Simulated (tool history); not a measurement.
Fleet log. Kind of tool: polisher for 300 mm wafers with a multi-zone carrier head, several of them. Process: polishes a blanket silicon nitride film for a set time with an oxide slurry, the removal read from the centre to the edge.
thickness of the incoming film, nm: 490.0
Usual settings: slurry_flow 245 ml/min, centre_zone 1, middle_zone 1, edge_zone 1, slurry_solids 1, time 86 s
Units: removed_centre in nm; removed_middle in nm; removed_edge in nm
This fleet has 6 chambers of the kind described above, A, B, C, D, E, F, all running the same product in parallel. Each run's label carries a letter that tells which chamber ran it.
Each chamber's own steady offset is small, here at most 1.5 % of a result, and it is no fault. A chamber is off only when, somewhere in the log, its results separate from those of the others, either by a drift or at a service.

| run | hour | slurry_flow | centre_zone | middle_zone | edge_zone | slurry_solids | time | removed_centre | removed_middle | removed_edge |
|---|---|---|---|---|---|---|---|---|---|---|
| 1A | 10.3 | 245 | 1 | 1 | 1 | 1 | 86 | 58.465 | 59.267 | 59.631 |
| 2C | 20.5 | 245 | 1 | 1 | 1 | 1 | 86 | 58.891 | 60.463 | 60.996 |
|  | 24.9 | chamber B: slurry nozzle cleaned |
| 3B | 26.8 | 245 | 1 | 1 | 1 | 1 | 86 | 59.319 | 59.889 | 59.175 |
|  | 31.4 | chamber B: edge zone pressure recalibrated |
| 4E | 32.4 | 245 | 1 | 1 | 1 | 1 | 86 | 59.875 | 60.237 | 59.758 |
| 5D | 39.6 | 245 | 1 | 1 | 1 | 1 | 86 | 59.984 | 59.062 | 59.722 |
| 6F | 48.8 | 245 | 1 | 1 | 1 | 1 | 86 | 60.144 | 61.268 | 59.925 |
|  | 49.9 | chamber B: worn pad replaced by a new one |
|  | 54.5 | chamber C: worn pad replaced by a new one |
| 7B | 56.4 | 245 | 1 | 1 | 1 | 1 | 96 | 66.642 | 67.094 | 65.943 |
| 8C | 62.7 | 245 | 1 | 1 | 1 | 1 | 96 | 67.631 | 67.09 | 67.552 |
|  | 62.9 | chamber F: worn pad replaced by a new one |
|  | 63 | chamber E: worn pad replaced by a new one |
| 9D | 72.7 | 245 | 1 | 1 | 1 | 1 | 96 | 65.868 | 66.7 | 66.86 |
| 10E | 78.5 | 245 | 1 | 1 | 1 | 1 | 96 | 67.462 | 66.165 | 66.374 |
| 11F | 83.3 | 245 | 1 | 1 | 1 | 1 | 96 | 68.321 | 67.319 | 67.786 |
| 12A | 93.3 | 245 | 1 | 1 | 1 | 1 | 96 | 65.358 | 66.241 | 66.938 |
| 13E | 102.3 | 245 | 1 | 1 | 1 | 1 | 86 | 59.223 | 60.756 | 59.858 |
| 14C | 112.2 | 300 | 1 | 1 | 1 | 1 | 86 | 61.253 | 61.204 | 61.269 |
|  | 116.4 | chamber E: edge zone pressure recalibrated |
| 15D | 119 | 300 | 1 | 1 | 1 | 1 | 86 | 60.774 | 60.68 | 59.901 |
| 16A | 125.6 | 300 | 1 | 1 | 1 | 1 | 86 | 60.529 | 61.579 | 60.954 |
|  | 128.7 | chamber A: worn pad replaced by a new one |
| 17F | 135.5 | 300 | 1 | 1 | 1 | 1 | 86 | 60.415 | 61.14 | 60.653 |
| 18B | 145.8 | 300 | 1 | 1 | 1 | 1 | 86 | 61.134 | 60.941 | 61.318 |
| 19B | 150.6 | 300 | 1 | 1 | 1 | 1 | 86 | 60.43 | 61.622 | 60.95 |
| 20A | 157.2 | 245 | 1 | 1 | 1 | 1 | 86 | 60.1 | 59.662 | 59.955 |
|  | 162.7 | chamber E: centre zone pressure recalibrated |
|  | 166.9 | chamber D: worn pad replaced by a new one |
| 21C | 167 | 245 | 1 | 1 | 1 | 1 | 86 | 60.075 | 59.735 | 60.349 |
| 22E | 176.3 | 245 | 1.05 | 1 | 1 | 1 | 103 | 69.051 | 71.91 | 71.312 |
| 23F | 182.4 | 245 | 1.05 | 1 | 1 | 1 | 103 | 74.918 | 72.646 | 71.991 |
| 24D | 191.3 | 245 | 1.05 | 1 | 1 | 1 | 103 | 75.617 | 71.259 | 71.277 |
| 25B | 196.6 | 245 | 1.05 | 1 | 1 | 1 | 103 | 74.601 | 71.717 | 71.766 |
| 26F | 205.8 | 245 | 1.05 | 1 | 1 | 1 | 103 | 75.012 | 72.315 | 71.34 |
| 27C | 213.3 | 245 | 1.05 | 1 | 1 | 1 | 103 | 75.338 | 72.08 | 72.653 |
| 28E | 222.6 | 245 | 1 | 1 | 1 | 1 | 86 | 55.709 | 59.672 | 59.438 |
|  | 226.3 | chamber E: slurry nozzle cleaned |
| 29D | 227.3 | 245 | 1 | 1 | 1 | 1 | 86 | 58.873 | 59.197 | 59.581 |
| 30A | 233.9 | 245 | 1 | 1 | 1 | 1 | 86 | 60.469 | 59.743 | 59.829 |
| 31D | 240.4 | 245 | 1 | 1 | 1 | 1 | 86 | 60.393 | 59.343 | 59.554 |
| 32F | 248.4 | 245 | 0.96 | 1 | 1 | 1 | 86 | 58.001 | 60.022 | 59.64 |
|  | 250 | chamber E: worn pad replaced by a new one |
|  | 254.2 | chamber B: worn pad replaced by a new one |
| 33E | 254.9 | 245 | 0.96 | 1 | 1 | 1 | 86 | 52.288 | 59.905 | 59.677 |
| 34C | 263.8 | 245 | 0.96 | 1 | 1 | 1 | 86 | 57.685 | 61.103 | 60.558 |
| 35A | 268.8 | 245 | 0.96 | 1 | 1 | 1 | 86 | 55.95 | 59.078 | 59.7 |
| 36B | 277.9 | 245 | 0.96 | 1 | 1 | 1 | 86 | 57.525 | 59.26 | 60.088 |

For the next run the whole fleet of 6 chambers uses the same settings. Give each chamber's results:
| 37A | 285.3 | 245 | 1 | 1 | 1 | 1 | 76 | ? | ? | ? |
| 37B | 285.3 | 245 | 1 | 1 | 1 | 1 | 76 | ? | ? | ? |
| 37C | 285.3 | 245 | 1 | 1 | 1 | 1 | 76 | ? | ? | ? |
| 37D | 285.3 | 245 | 1 | 1 | 1 | 1 | 76 | ? | ? | ? |
| 37E | 285.3 | 245 | 1 | 1 | 1 | 1 | 76 | ? | ? | ? |
| 37F | 285.3 | 245 | 1 | 1 | 1 | 1 | 76 | ? | ? | ? |

| run | removed_centre | removed_middle | removed_edge |
|---|---|---|---|
| 37A | 52.607 | 53.156 | 52.511 |
| 37B | 52.207 | 53.834 | 52.741 |
| 37C | 52.079 | 52.815 | 54.206 |
| 37D | 52.637 | 52.111 | 52.487 |
| 37E | 48.211 | 53.078 | 52.724 |
| 37F | 53.394 | 53.202 | 53.108 |
